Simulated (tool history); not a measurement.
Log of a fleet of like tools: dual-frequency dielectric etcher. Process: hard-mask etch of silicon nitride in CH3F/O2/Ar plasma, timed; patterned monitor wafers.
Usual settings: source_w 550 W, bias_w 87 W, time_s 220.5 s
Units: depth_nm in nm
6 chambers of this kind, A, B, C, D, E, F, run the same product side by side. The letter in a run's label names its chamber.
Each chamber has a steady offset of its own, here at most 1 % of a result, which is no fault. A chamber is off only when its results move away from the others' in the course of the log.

| run | hour | source_w | bias_w | time_s | read-back reference wafer on the same gauge, depth_nm | depth_nm |
|---|---|---|---|---|---|---|
| 1E | 8.7 | 550 | 87 | 220.5 | 157.95 | 185.23 |
| 2F | 16.9 | 550 | 87 | 220.5 | 158.07 | 186.16 |
| 3B | 25.1 | 550 | 87 | 220.5 | 157.92 | 183.97 |
| 4C | 30.4 | 550 | 87 | 220.5 | 157.96 | 183.58 |
| 5D | 41.1 | 550 | 87 | 220.5 | 158.03 | 184.78 |
| 6A | 52.2 | 490 | 72 | 220.5 | 158.11 | 164.42 |
| 7D | 61.0 | 490 | 72 | 220.5 | 157.90 | 165.30 |
| 8C | 72.3 | 490 | 72 | 220.5 | 157.95 | 164.61 |
| 9F | 78.8 | 490 | 72 | 220.5 | 157.99 | 168.00 |
| 10E | 84.2 | 490 | 72 | 220.5 | 158.06 | 166.05 |
| 11A | 95.8 | 490 | 72 | 220.5 | 157.92 | 165.43 |
|  | 105.3 | chamber E: wet clean of the chamber |
| 12B | 107.0 | 550 | 87 | 220.5 | 158.16 | 182.97 |
| 13E | 115.9 | 550 | 87 | 220.5 | 158.01 | 185.29 |
| 14A | 125.1 | 550 | 87 | 220.5 | 158.05 | 184.07 |
| 15D | 136.9 | 550 | 87 | 220.5 | 157.93 | 184.33 |
| 16C | 146.2 | 550 | 87 | 220.5 | 158.01 | 184.43 |
| 17B | 156.7 | 550 | 87 | 220.5 | 158.02 | 183.20 |
| 18F | 164.8 | 550 | 87 | 220.5 | 157.93 | 185.95 |
| 19D | 173.5 | 550 | 87 | 220.5 | 158.02 | 184.93 |
| 20E | 181.5 | 550 | 87 | 220.5 | 158.02 | 184.23 |
| 21C | 192.7 | 550 | 87 | 220.5 | 158.00 | 183.99 |
| 22F | 200.4 | 550 | 87 | 220.5 | 158.03 | 186.72 |
| 23B | 210.4 | 690 | 87 | 220.5 | 157.96 | 198.27 |
| 24A | 215.7 | 690 | 87 | 220.5 | 157.98 | 201.73 |
| 25D | 225.0 | 690 | 87 | 220.5 | 157.99 | 201.37 |
| 26B | 236.6 | 690 | 87 | 220.5 | 157.96 | 197.95 |
| 27E | 246.1 | 690 | 87 | 220.5 | 158.04 | 200.89 |
| 28A | 253.7 | 690 | 87 | 220.5 | 157.90 | 200.63 |
| 29F | 261.1 | 550 | 87 | 220.5 | 157.97 | 185.91 |
| 30C | 273.2 | 550 | 87 | 220.5 | 157.94 | 183.88 |
| 31B | 285.4 | 550 | 87 | 220.5 | 158.07 | 180.80 |
| 32E | 297.5 | 550 | 87 | 220.5 | 158.04 | 185.48 |
| 33D | 303.7 | 550 | 87 | 220.5 | 157.99 | 184.68 |
| 34F | 314.3 | 550 | 87 | 220.5 | 158.07 | 186.72 |
| 35C | 322.4 | 550 | 87 | 220.5 | 158.08 | 184.16 |
| 36A | 333.1 | 680 | 87 | 158.5 | 158.02 | 143.97 |

Is one chamber off against the others, does the gauge drift, or is nothing wrong? If a chamber is off, say which, and what the likeliest cause is.

Chamber B drifts away from the others.
Cause: etch rate under this chamber's usual, % = 2.39.

Here are 4 candidates for chamber B's next run, each the usual settings with a change, their results left as question marks. Which one brings its results back in line with what the others give on the usual settings?
In line means no further than this from the other chambers' mean on the usual settings: depth_nm 1.60 nm
| 37B-1 | 341.9 | 550 | 87 | 215.5 |  | ? |
| 37B-2 | 341.9 | 550 | 87 | 219.0 |  | ? |
| 37B-3 | 341.9 | 560 | 88 | 220.5 |  | ? |
| 37B-4 | 341.9 | 550 | 87 | 226.5 |  | ? |

The other chambers' mean on the usual settings: depth_nm 184.96 nm
| run | depth_nm |
|---|---|
| 37B-1 | 176.38 |
| 37B-2 | 179.24 |
| 37B-3 | 182.44 |
| 37B-4 | 185.38 |
37B-4 brings the chamber back in line.
